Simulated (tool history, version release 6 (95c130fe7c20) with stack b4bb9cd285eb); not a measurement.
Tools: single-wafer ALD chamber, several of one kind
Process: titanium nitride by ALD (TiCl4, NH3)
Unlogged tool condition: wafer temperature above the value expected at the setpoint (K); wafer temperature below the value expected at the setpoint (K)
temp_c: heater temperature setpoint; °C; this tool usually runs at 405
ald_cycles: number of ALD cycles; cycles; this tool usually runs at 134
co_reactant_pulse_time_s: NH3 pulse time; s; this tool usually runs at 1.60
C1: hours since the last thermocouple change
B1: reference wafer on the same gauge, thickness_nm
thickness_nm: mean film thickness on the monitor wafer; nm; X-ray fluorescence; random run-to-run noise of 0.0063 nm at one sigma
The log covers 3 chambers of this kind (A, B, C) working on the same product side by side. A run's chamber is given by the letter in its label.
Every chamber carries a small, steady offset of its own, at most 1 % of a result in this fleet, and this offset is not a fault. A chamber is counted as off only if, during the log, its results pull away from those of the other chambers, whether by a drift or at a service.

Run 1A, hour 7.9: usual settings; C1 241.4; B1 2.6003. Result: thickness_nm 2.9392 nm.
Run 2C, hour 15.4: usual settings; C1 947.6; B1 2.6012. Result: thickness_nm 2.9138 nm.
Run 3B, hour 23.6: usual settings; C1 147.6; B1 2.6003. Result: thickness_nm 2.9156 nm.
Run 4B, hour 35.1: usual settings; C1 159.1; B1 2.5981. Result: thickness_nm 2.9215 nm.
Run 5A, hour 42.3: usual settings; C1 275.8; B1 2.6009. Result: thickness_nm 2.9305 nm.
Run 6C, hour 58.4: usual settings; C1 990.6; B1 2.5988. Result: thickness_nm 2.9063 nm.
Run 7A, hour 67.1: usual settings; C1 300.6; B1 2.5993. Result: thickness_nm 2.9291 nm.
Run 8B, hour 81.5: usual settings; C1 205.5; B1 2.5986. Result: thickness_nm 2.9208 nm.
Run 9C, hour 93.8: usual settings; C1 1026.0; B1 2.5993. Result: thickness_nm 2.9166 nm.
Run 10B, hour 104.8: usual settings; C1 228.8; B1 2.6002. Result: thickness_nm 2.9183 nm.
Run 11C, hour 113.4: usual settings; C1 1045.6; B1 2.5996. Result: thickness_nm 2.9035 nm.
Run 12A, hour 121.8: usual settings but co_reactant_pulse_time_s 2.18 s; C1 355.3; B1 2.6003. Result: thickness_nm 2.9742 nm.
Run 13B, hour 132.6: usual settings but co_reactant_pulse_time_s 2.18 s; C1 256.6; B1 2.5995. Result: thickness_nm 2.9538 nm.
Run 14C, hour 145.3: usual settings but co_reactant_pulse_time_s 2.18 s; C1 1077.5; B1 2.5996. Result: thickness_nm 2.9455 nm.
Run 15A, hour 152.6: usual settings but temp_c 395 °C, co_reactant_pulse_time_s 1.05 s; C1 386.1; B1 2.5992. Result: thickness_nm 2.8372 nm.
Run 16C, hour 165.5: usual settings but temp_c 395 °C, co_reactant_pulse_time_s 1.05 s; C1 1097.7; B1 2.5994. Result: thickness_nm 2.8304 nm.
Run 17A, hour 179.4: usual settings but temp_c 395 °C, co_reactant_pulse_time_s 1.05 s; C1 412.9; B1 2.6011. Result: thickness_nm 2.8342 nm.
Run 18B, hour 191.7: usual settings; C1 315.7; B1 2.6004. Result: thickness_nm 2.9217 nm.
Run 19B, hour 202.1: usual settings; C1 326.1; B1 2.6012. Result: thickness_nm 2.9095 nm.
Run 20A, hour 212.8: usual settings; C1 446.3; B1 2.5980. Result: thickness_nm 2.9260 nm.
Run 21C, hour 225.5: usual settings; C1 1157.7; B1 2.6001. Result: thickness_nm 2.9078 nm.
Run 22C, hour 239.0: usual settings; C1 1171.2; B1 2.6010. Result: thickness_nm 2.9131 nm.
Run 23B, hour 255.0: usual settings; C1 379.0; B1 2.6003. Result: thickness_nm 2.9102 nm.
Run 24A, hour 268.6: usual settings but temp_c 419 °C, ald_cycles 108 cycles; C1 502.1; B1 2.5995. Result: thickness_nm 2.3836 nm.
Run 25C, hour 280.5: usual settings but temp_c 419 °C, ald_cycles 108 cycles; C1 1212.7; B1 2.5996. Result: thickness_nm 2.3577 nm.
Run 26B, hour 290.3: usual settings but temp_c 419 °C, ald_cycles 108 cycles; C1 414.3; B1 2.5999. Result: thickness_nm 2.3703 nm.
Run 27A, hour 300.7: usual settings; C1 534.2; B1 2.6003. Result: thickness_nm 2.9294 nm.
Run 28B, hour 310.9: usual settings but temp_c 392 °C, ald_cycles 152 cycles; C1 434.9; B1 2.5997. Result: thickness_nm 3.2594 nm.
Run 29C, hour 318.9: usual settings but temp_c 392 °C, ald_cycles 152 cycles; C1 1251.1; B1 2.6005. Result: thickness_nm 3.2602 nm.
Run 30A, hour 335.0: usual settings but temp_c 392 °C, ald_cycles 152 cycles; C1 568.5; B1 2.5992. Result: thickness_nm 3.3031 nm.
Run 31B, hour 342.0: usual settings; C1 466.0; B1 2.5984. Result: thickness_nm 2.9113 nm.
Run 32C, hour 350.6: usual settings; C1 1282.8; B1 2.6007. Result: thickness_nm 2.9111 nm.
Run 33A, hour 360.2: usual settings; C1 593.7; B1 2.5999. Result: thickness_nm 2.9240 nm.

Is one chamber off against the others, does the gauge drift, or is nothing wrong? If a chamber is off, say which, and what the likeliest cause is.

All chambers stay in line apart from their small fixed offsets, and the gauge does not drift.
